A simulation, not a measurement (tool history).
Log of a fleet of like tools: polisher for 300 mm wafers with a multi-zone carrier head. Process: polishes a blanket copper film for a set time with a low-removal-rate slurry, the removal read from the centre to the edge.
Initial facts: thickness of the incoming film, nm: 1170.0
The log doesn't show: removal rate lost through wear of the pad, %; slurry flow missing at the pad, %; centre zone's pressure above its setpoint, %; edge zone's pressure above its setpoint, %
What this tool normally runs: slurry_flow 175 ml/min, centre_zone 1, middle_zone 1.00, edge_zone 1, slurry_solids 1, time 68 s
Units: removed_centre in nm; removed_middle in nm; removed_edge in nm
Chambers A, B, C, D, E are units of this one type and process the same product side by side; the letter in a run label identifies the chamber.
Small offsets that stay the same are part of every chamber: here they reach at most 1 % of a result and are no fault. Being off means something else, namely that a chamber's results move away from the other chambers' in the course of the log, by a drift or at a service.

| run | hour | slurry_flow | centre_zone | middle_zone | edge_zone | slurry_solids | time | wafers polished on this pad | hours since the slurry nozzle was cleaned | hours since the centre zone pressure was calibrated | hours since the edge zone pressure was calibrated | removed_centre | removed_middle | removed_edge |
|---|---|---|---|---|---|---|---|---|---|---|---|---|---|---|
| 1B | 6.3 | 175 | 1 | 1.00 | 1 | 1 | 68 | 89 | 145.1 | 332.7 | 711.4 | 213.46 | 215.27 | 207.50 |
| 2E | 20.1 | 175 | 1 | 1.00 | 1 | 1 | 68 | 1001 | 593.4 | 521.5 | 476.0 | 216.89 | 216.56 | 215.76 |
| 3A | 28.2 | 175 | 1 | 1.00 | 1 | 1 | 68 | 1097 | 467.7 | 928.0 | 53.7 | 211.96 | 216.35 | 209.92 |
| 4D | 39.5 | 175 | 1 | 1.00 | 1 | 1 | 68 | 771 | 350.6 | 491.8 | 442.4 | 214.48 | 215.59 | 212.31 |
|  | 44.5 | chamber E: worn pad replaced by a new one |
| 5C | 46.6 | 175 | 1 | 1.00 | 1 | 1 | 68 | 412 | 401.6 | 553.7 | 311.2 | 211.18 | 209.85 | 214.75 |
| 6A | 57.3 | 175 | 1 | 1.00 | 1 | 1 | 68 | 1293 | 496.8 | 957.1 | 82.8 | 217.71 | 214.80 | 211.31 |
|  | 60.1 | chamber C: slurry nozzle cleaned |
|  | 63.4 | chamber A: worn pad replaced by a new one |
| 7E | 69.4 | 175 | 1 | 1.00 | 1 | 1 | 68 | 168 | 642.7 | 570.8 | 525.3 | 217.57 | 211.05 | 214.08 |
|  | 75.3 | chamber C: worn pad replaced by a new one |
| 8D | 80.7 | 175 | 1 | 1.00 | 1 | 1 | 68 | 1048 | 391.8 | 533.0 | 483.6 | 210.74 | 216.33 | 211.81 |
|  | 81.0 | chamber E: centre zone pressure recalibrated |
|  | 86.0 | chamber B: worn pad replaced by a new one |
|  | 88.6 | chamber D: worn pad replaced by a new one |
| 9B | 90.8 | 175 | 1 | 1.00 | 1 | 1 | 68 | 32 | 229.6 | 417.2 | 795.9 | 216.59 | 211.09 | 213.46 |
| 10C | 101.4 | 175 | 1 | 1.00 | 1 | 1 | 68 | 176 | 41.3 | 608.5 | 366.0 | 215.58 | 208.75 | 212.19 |
|  | 104.9 | chamber A: centre zone pressure recalibrated |
|  | 106.0 | chamber D: edge zone pressure recalibrated |
| 11B | 107.8 | 175 | 1 | 1.09 | 1 | 1 | 68 | 147 | 246.6 | 434.2 | 812.9 | 214.77 | 229.39 | 213.80 |
| 12D | 118.8 | 175 | 1 | 1.09 | 1 | 1 | 68 | 203 | 429.9 | 571.1 | 12.9 | 210.21 | 230.75 | 208.31 |
|  | 126.1 | chamber D: centre zone pressure recalibrated |
| 13E | 128.1 | 175 | 1 | 1.09 | 1 | 1 | 68 | 564 | 701.4 | 47.1 | 584.0 | 211.65 | 227.92 | 211.85 |
| 14C | 140.9 | 175 | 1 | 1.09 | 1 | 1 | 68 | 442 | 80.8 | 648.0 | 405.5 | 207.10 | 236.06 | 209.16 |
| 15A | 153.5 | 175 | 1 | 1.09 | 1 | 1 | 68 | 607 | 593.0 | 48.6 | 179.0 | 213.64 | 228.67 | 211.40 |
|  | 158.0 | chamber A: slurry nozzle cleaned |
|  | 164.1 | chamber C: worn pad replaced by a new one |
| 16A | 164.8 | 175 | 1 | 1.00 | 1 | 1 | 68 | 683 | 6.8 | 59.9 | 190.3 | 211.79 | 215.20 | 217.24 |
| 17B | 171.8 | 175 | 1 | 1.00 | 1 | 1 | 68 | 578 | 310.6 | 498.2 | 876.9 | 217.69 | 209.36 | 210.80 |
| 18C | 185.0 | 175 | 1 | 1.00 | 1 | 1 | 68 | 141 | 124.9 | 692.1 | 449.6 | 218.56 | 217.27 | 213.25 |
|  | 192.1 | chamber D: slurry nozzle cleaned |
| 19E | 196.7 | 175 | 1 | 1.00 | 1 | 1 | 68 | 1026 | 770.0 | 115.7 | 652.6 | 210.05 | 209.54 | 209.49 |
|  | 202.8 | chamber B: worn pad replaced by a new one |
| 20D | 204.6 | 175 | 1 | 1.00 | 1 | 1 | 68 | 782 | 12.5 | 78.5 | 98.7 | 212.79 | 211.03 | 210.88 |
|  | 209.5 | chamber E: worn pad replaced by a new one |
| 21A | 217.7 | 175 | 1 | 1.00 | 1 | 1 | 68 | 1040 | 59.7 | 112.8 | 243.2 | 214.44 | 217.88 | 212.17 |
| 22C | 226.0 | 175 | 1 | 1.00 | 1 | 1 | 68 | 417 | 165.9 | 733.1 | 490.6 | 216.60 | 212.24 | 208.34 |
| 23D | 240.4 | 175 | 1 | 1.00 | 1 | 1 | 68 | 1023 | 48.3 | 114.3 | 134.5 | 209.02 | 210.50 | 208.75 |
|  | 246.1 | chamber D: worn pad replaced by a new one |
|  | 248.3 | chamber C: worn pad replaced by a new one |
| 24E | 253.1 | 175 | 1 | 0.90 | 1 | 1 | 48 | 294 | 826.4 | 172.1 | 709.0 | 144.91 | 132.62 | 149.55 |
| 25B | 266.9 | 175 | 1 | 0.90 | 1 | 1 | 48 | 432 | 405.7 | 593.3 | 972.0 | 153.11 | 134.54 | 151.04 |
|  | 267.8 | chamber A: worn pad replaced by a new one |
| 26A | 280.4 | 175 | 1 | 0.90 | 1 | 1 | 48 | 85 | 122.4 | 175.5 | 305.9 | 149.23 | 138.13 | 150.12 |
| 27C | 288.3 | 175 | 1 | 0.90 | 1 | 1 | 48 | 269 | 228.2 | 795.4 | 552.9 | 147.22 | 138.86 | 149.94 |
| 28D | 295.1 | 175 | 1 | 0.90 | 1 | 1 | 48 | 330 | 103.0 | 169.0 | 189.2 | 152.62 | 138.04 | 151.68 |
|  | 300.0 | chamber B: worn pad replaced by a new one |
| 29E | 309.3 | 175 | 1 | 1.00 | 1 | 1 | 68 | 673 | 882.6 | 228.3 | 765.2 | 201.18 | 200.09 | 206.66 |
| 30B | 318.3 | 155 | 1 | 1.00 | 1 | 1 | 49 | 123 | 457.1 | 644.7 | 1023.4 | 151.65 | 148.96 | 151.27 |
| 31B | 327.4 | 155 | 1 | 1.00 | 1 | 1 | 49 | 184 | 466.2 | 653.8 | 1032.5 | 153.55 | 148.88 | 152.53 |
|  | 331.3 | chamber C: worn pad replaced by a new one |
| 32D | 337.7 | 155 | 1 | 1.00 | 1 | 1 | 49 | 617 | 145.6 | 211.6 | 231.8 | 149.84 | 149.28 | 151.50 |
| 33C | 345.3 | 155 | 1 | 1.00 | 1 | 1 | 49 | 94 | 285.2 | 852.4 | 609.9 | 150.56 | 148.56 | 149.39 |
|  | 350.6 | chamber E: edge zone pressure recalibrated |
| 34E | 352.1 | 155 | 1 | 1.00 | 1 | 1 | 49 | 961 | 925.4 | 271.1 | 1.5 | 132.78 | 139.96 | 141.38 |
| 35A | 359.0 | 175 | 1 | 1.00 | 1 | 1 | 68 | 614 | 201.0 | 254.1 | 384.5 | 215.67 | 215.98 | 211.79 |
| 36E | 373.4 | 175 | 1 | 1.00 | 1 | 1 | 68 | 1105 | 946.7 | 292.4 | 22.8 | 194.78 | 194.78 | 200.14 |
| 37C | 387.5 | 175 | 1 | 1.00 | 1 | 1 | 68 | 379 | 327.4 | 894.6 | 652.1 | 210.50 | 212.73 | 212.35 |

Decide between three cases: one chamber stands off from its peers, the gauge reading all wafers drifts, or nothing is wrong past each chamber's small offset. Where a chamber is off, say which and what most likely put it there.

Chamber E drifts away from the others.
What lies behind it: slurry flow missing at the pad, % = 36.2.

Below are 4 candidate recipes for chamber E's next run, each the usual settings with a change, their results shown as question marks. Which of them brings E's results back in line with what the other chambers give on the usual settings?
In-line tolerance around the mean of the other chambers on the usual settings: removed_centre 10.00 nm; removed_middle 8.80 nm; removed_edge 8.70 nm
| 38E-1 | 397.9 | 195 | 1.07 | 1.03 | 0.96 | 1 | 78 |  |  |  |  | ? | ? | ? |
| 38E-2 | 397.9 | 165 | 0.97 | 0.99 | 1.02 | 1 | 63 |  |  |  |  | ? | ? | ? |
| 38E-3 | 397.9 | 160 | 0.94 | 0.96 | 1.04 | 1 | 59 |  |  |  |  | ? | ? | ? |
| 38E-4 | 397.9 | 185 | 1.03 | 1.01 | 0.98 | 1 | 73 |  |  |  |  | ? | ? | ? |

Average result of the remaining chambers running the usual settings: removed_centre 213.48 nm; removed_middle 212.60 nm; removed_edge 213.00 nm
| run | removed_centre | removed_middle | removed_edge |
|---|---|---|---|
| 38E-1 | 243.50 | 233.85 | 228.44 |
| 38E-2 | 168.80 | 174.78 | 185.22 |
| 38E-3 | 151.31 | 157.78 | 174.35 |
| 38E-4 | 215.69 | 212.32 | 214.32 |
The right change is 38E-4: it brings the chamber back within the allowed miss of the others.
